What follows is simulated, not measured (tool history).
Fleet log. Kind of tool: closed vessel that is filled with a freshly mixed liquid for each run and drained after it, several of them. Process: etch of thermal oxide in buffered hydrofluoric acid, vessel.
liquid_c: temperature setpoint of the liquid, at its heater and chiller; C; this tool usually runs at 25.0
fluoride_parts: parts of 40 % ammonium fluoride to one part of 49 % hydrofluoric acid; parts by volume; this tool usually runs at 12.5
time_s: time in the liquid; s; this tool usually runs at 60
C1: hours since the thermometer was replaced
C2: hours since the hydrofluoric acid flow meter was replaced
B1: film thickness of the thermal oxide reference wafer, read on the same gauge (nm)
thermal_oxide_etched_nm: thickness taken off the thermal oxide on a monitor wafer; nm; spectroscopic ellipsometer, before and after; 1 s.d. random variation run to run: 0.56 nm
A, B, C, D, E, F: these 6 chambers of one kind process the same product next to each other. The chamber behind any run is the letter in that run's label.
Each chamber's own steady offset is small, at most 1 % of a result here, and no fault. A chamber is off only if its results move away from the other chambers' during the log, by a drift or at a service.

{"run": "1A", "day": 0.317, "liquid_c": 25.0, "fluoride_parts": 12.5, "time_s": 60, "C1": 751.5, "C2": 378.7, "B1": 140.0, "thermal_oxide_etched_nm": 59.059}
{"run": "2B", "day": 0.671, "liquid_c": 25.0, "fluoride_parts": 12.5, "time_s": 60, "C1": 66.1, "C2": 402.8, "B1": 140.0, "thermal_oxide_etched_nm": 58.896}
{"run": "3F", "day": 1.008, "liquid_c": 25.0, "fluoride_parts": 12.5, "time_s": 60, "C1": 450.3, "C2": 122.3, "B1": 140.01, "thermal_oxide_etched_nm": 58.213}
{"run": "4E", "day": 1.275, "liquid_c": 25.0, "fluoride_parts": 12.5, "time_s": 60, "C1": 1078.7, "C2": 685.9, "B1": 140.0, "thermal_oxide_etched_nm": 57.694}
{"run": "5D", "day": 1.671, "liquid_c": 22.0, "fluoride_parts": 12.5, "time_s": 85, "C1": 372.3, "C2": 937.7, "B1": 140.01, "thermal_oxide_etched_nm": 68.93}
{"run": "6C", "day": 1.917, "liquid_c": 22.0, "fluoride_parts": 12.5, "time_s": 85, "C1": 459.4, "C2": 1092.0, "B1": 139.98, "thermal_oxide_etched_nm": 70.865}
{"run": "7A", "day": 2.1, "liquid_c": 22.0, "fluoride_parts": 12.5, "time_s": 85, "C1": 794.3, "C2": 421.5, "B1": 140.0, "thermal_oxide_etched_nm": 69.967}
{"run": "8F", "day": 2.325, "liquid_c": 22.0, "fluoride_parts": 12.5, "time_s": 85, "C1": 481.9, "C2": 153.9, "B1": 139.99, "thermal_oxide_etched_nm": 70.946}
{"run": "9C", "day": 2.604, "liquid_c": 22.0, "fluoride_parts": 12.5, "time_s": 85, "C1": 475.9, "C2": 1108.5, "B1": 139.98, "thermal_oxide_etched_nm": 69.863}
{"run": "10D", "day": 2.788, "liquid_c": 22.0, "fluoride_parts": 12.5, "time_s": 85, "C1": 399.1, "C2": 964.5, "B1": 139.99, "thermal_oxide_etched_nm": 70.02}
{"run": "11E", "day": 3.125, "liquid_c": 25.0, "fluoride_parts": 12.5, "time_s": 60, "C1": 1123.1, "C2": 730.3, "B1": 139.98, "thermal_oxide_etched_nm": 58.022}
{"run": "12B", "day": 3.462, "liquid_c": 20.0, "fluoride_parts": 12.5, "time_s": 60, "C1": 133.1, "C2": 469.8, "B1": 140.02, "thermal_oxide_etched_nm": 44.305}
{"run": "13C", "day": 3.833, "liquid_c": 20.0, "fluoride_parts": 12.5, "time_s": 60, "C1": 505.4, "C2": 1138.0, "B1": 140.02, "thermal_oxide_etched_nm": 44.651}
{"run": "14D", "day": 4.121, "liquid_c": 20.0, "fluoride_parts": 12.5, "time_s": 60, "C1": 431.1, "C2": 996.5, "B1": 139.99, "thermal_oxide_etched_nm": 44.142}
{"run": "15F", "day": 4.45, "liquid_c": 20.0, "fluoride_parts": 12.5, "time_s": 60, "C1": 532.9, "C2": 204.9, "B1": 140.0, "thermal_oxide_etched_nm": 44.76}
{"run": "16B", "day": 4.629, "liquid_c": 20.0, "fluoride_parts": 12.5, "time_s": 60, "C1": 161.1, "C2": 497.8, "B1": 139.99, "thermal_oxide_etched_nm": 44.041}
{"run": "17E", "day": 4.954, "liquid_c": 20.0, "fluoride_parts": 12.5, "time_s": 60, "C1": 1167.0, "C2": 774.2, "B1": 140.02, "thermal_oxide_etched_nm": 44.428}
{"run": "18A", "day": 5.196, "liquid_c": 22.0, "fluoride_parts": 12.5, "time_s": 60, "C1": 868.6, "C2": 495.8, "B1": 140.0, "thermal_oxide_etched_nm": 48.796}
{"run": "19A", "day": 5.525, "liquid_c": 22.0, "fluoride_parts": 12.5, "time_s": 60, "C1": 876.5, "C2": 503.7, "B1": 140.02, "thermal_oxide_etched_nm": 48.225}
{"run": "20D", "day": 5.908, "liquid_c": 22.0, "fluoride_parts": 12.5, "time_s": 60, "C1": 474.0, "C2": 1039.4, "B1": 140.0, "thermal_oxide_etched_nm": 49.685}
{"run": "21F", "day": 6.204, "liquid_c": 22.0, "fluoride_parts": 12.5, "time_s": 60, "C1": 575.0, "C2": 247.0, "B1": 140.0, "thermal_oxide_etched_nm": 49.276}
{"run": "22B", "day": 6.542, "liquid_c": 22.0, "fluoride_parts": 12.5, "time_s": 60, "C1": 207.0, "C2": 543.7, "B1": 139.99, "thermal_oxide_etched_nm": 49.697}
{"run": "23C", "day": 6.721, "liquid_c": 22.0, "fluoride_parts": 12.5, "time_s": 60, "C1": 574.7, "C2": 1207.3, "B1": 139.98, "thermal_oxide_etched_nm": 49.397}
{"run": "24E", "day": 7.096, "liquid_c": 25.0, "fluoride_parts": 12.5, "time_s": 60, "C1": 1218.4, "C2": 825.6, "B1": 139.99, "thermal_oxide_etched_nm": 58.131}
{"run": "25C", "day": 7.396, "liquid_c": 25.0, "fluoride_parts": 12.5, "time_s": 60, "C1": 590.9, "C2": 1223.5, "B1": 140.0, "thermal_oxide_etched_nm": 57.768}
{"run": "26B", "day": 7.638, "liquid_c": 26.5, "fluoride_parts": 12.5, "time_s": 60, "C1": 233.3, "C2": 570.0, "B1": 139.99, "thermal_oxide_etched_nm": 63.964}
{"run": "27F", "day": 8.017, "liquid_c": 26.5, "fluoride_parts": 12.5, "time_s": 60, "C1": 618.5, "C2": 290.5, "B1": 139.99, "thermal_oxide_etched_nm": 63.413}
{"run": "28A", "day": 8.233, "liquid_c": 26.5, "fluoride_parts": 12.5, "time_s": 60, "C1": 941.5, "C2": 568.7, "B1": 140.03, "thermal_oxide_etched_nm": 61.456}
{"run": "29E", "day": 8.583, "liquid_c": 26.5, "fluoride_parts": 12.5, "time_s": 60, "C1": 1254.1, "C2": 861.3, "B1": 140.03, "thermal_oxide_etched_nm": 63.32}
{"run": "30D", "day": 8.771, "liquid_c": 26.5, "fluoride_parts": 12.5, "time_s": 60, "C1": 542.7, "C2": 1108.1, "B1": 140.0, "thermal_oxide_etched_nm": 62.726}
{"run": "31F", "day": 9.088, "liquid_c": 26.5, "fluoride_parts": 12.5, "time_s": 60, "C1": 644.2, "C2": 316.2, "B1": 140.0, "thermal_oxide_etched_nm": 62.895}
{"run": "32D", "day": 9.383, "liquid_c": 25.0, "fluoride_parts": 12.5, "time_s": 60, "C1": 557.4, "C2": 1122.8, "B1": 140.0, "thermal_oxide_etched_nm": 58.371}
{"day": 9.454, "done": "chamber C: hydrofluoric acid flow meter replaced"}
{"run": "33C", "day": 9.646, "liquid_c": 25.0, "fluoride_parts": 12.5, "time_s": 60, "C1": 644.9, "C2": 4.7, "B1": 139.99, "thermal_oxide_etched_nm": 58.175}
{"run": "34B", "day": 9.825, "liquid_c": 25.0, "fluoride_parts": 12.5, "time_s": 60, "C1": 285.8, "C2": 622.5, "B1": 140.0, "thermal_oxide_etched_nm": 59.353}
{"run": "35A", "day": 10.167, "liquid_c": 27.5, "fluoride_parts": 12.5, "time_s": 80, "C1": 987.9, "C2": 615.1, "B1": 140.01, "thermal_oxide_etched_nm": 84.532}
{"run": "36E", "day": 10.404, "liquid_c": 27.5, "fluoride_parts": 12.5, "time_s": 80, "C1": 1297.8, "C2": 905.0, "B1": 139.97, "thermal_oxide_etched_nm": 86.807}
{"run": "37F", "day": 10.8, "liquid_c": 27.5, "fluoride_parts": 12.5, "time_s": 80, "C1": 685.3, "C2": 357.3, "B1": 139.98, "thermal_oxide_etched_nm": 89.206}
{"run": "38A", "day": 11.05, "liquid_c": 27.5, "fluoride_parts": 12.5, "time_s": 80, "C1": 1009.1, "C2": 636.3, "B1": 140.0, "thermal_oxide_etched_nm": 84.603}
{"day": 11.275, "done": "chamber D: hydrofluoric acid flow meter replaced"}
{"run": "39C", "day": 11.325, "liquid_c": 27.5, "fluoride_parts": 12.5, "time_s": 80, "C1": 685.2, "C2": 45.0, "B1": 139.97, "thermal_oxide_etched_nm": 88.712}
{"run": "40B", "day": 11.671, "liquid_c": 27.5, "fluoride_parts": 12.5, "time_s": 80, "C1": 330.1, "C2": 666.8, "B1": 140.0, "thermal_oxide_etched_nm": 87.275}
{"run": "41E", "day": 11.9, "liquid_c": 25.0, "fluoride_parts": 12.5, "time_s": 60, "C1": 1333.7, "C2": 940.9, "B1": 140.0, "thermal_oxide_etched_nm": 58.232}
{"run": "42D", "day": 12.092, "liquid_c": 25.0, "fluoride_parts": 12.5, "time_s": 60, "C1": 622.4, "C2": 19.6, "B1": 139.98, "thermal_oxide_etched_nm": 58.217}
{"run": "43F", "day": 12.446, "liquid_c": 25.0, "fluoride_parts": 12.5, "time_s": 60, "C1": 724.8, "C2": 396.8, "B1": 139.99, "thermal_oxide_etched_nm": 58.061}
{"run": "44A", "day": 12.671, "liquid_c": 25.0, "fluoride_parts": 12.5, "time_s": 60, "C1": 1048.0, "C2": 675.2, "B1": 139.99, "thermal_oxide_etched_nm": 55.021}

What goes on in this fleet: one chamber off, a drifting gauge, or nothing beyond the chambers' own small offsets? Name the chamber and the cause, if any.

Chamber A drifts away from the others.
Likeliest cause: liquid colder than its thermometer reads (K) = 1.29.
The log may not tell that from: hydrofluoric acid flow below the setpoint (%).

Here are 4 candidates for chamber A's next run, each the usual settings with a change, their results left as question marks. Which one brings its results back in line with what the others give on the usual settings?
To be in line, a result may differ from the other chambers' mean on the usual settings by at most: thermal_oxide_etched_nm 2.000 nm
{"run": "45A-1", "day": 12.962, "liquid_c": 25.0, "fluoride_parts": 13.0, "time_s": 55, "thermal_oxide_etched_nm": "?"}
{"run": "45A-2", "day": 12.962, "liquid_c": 24.5, "fluoride_parts": 13.0, "time_s": 60, "thermal_oxide_etched_nm": "?"}
{"run": "45A-3", "day": 12.962, "liquid_c": 25.0, "fluoride_parts": 12.0, "time_s": 65, "thermal_oxide_etched_nm": "?"}
{"run": "45A-4", "day": 12.962, "liquid_c": 26.0, "fluoride_parts": 12.5, "time_s": 60, "thermal_oxide_etched_nm": "?"}

The mean the other chambers reach with the usual settings: thermal_oxide_etched_nm 58.385 nm
run=45A-1 thermal_oxide_etched_nm=48.098
run=45A-2 thermal_oxide_etched_nm=51.026
run=45A-3 thermal_oxide_etched_nm=61.436
run=45A-4 thermal_oxide_etched_nm=57.626
With 45A-4, the chamber falls back in line with the rest.
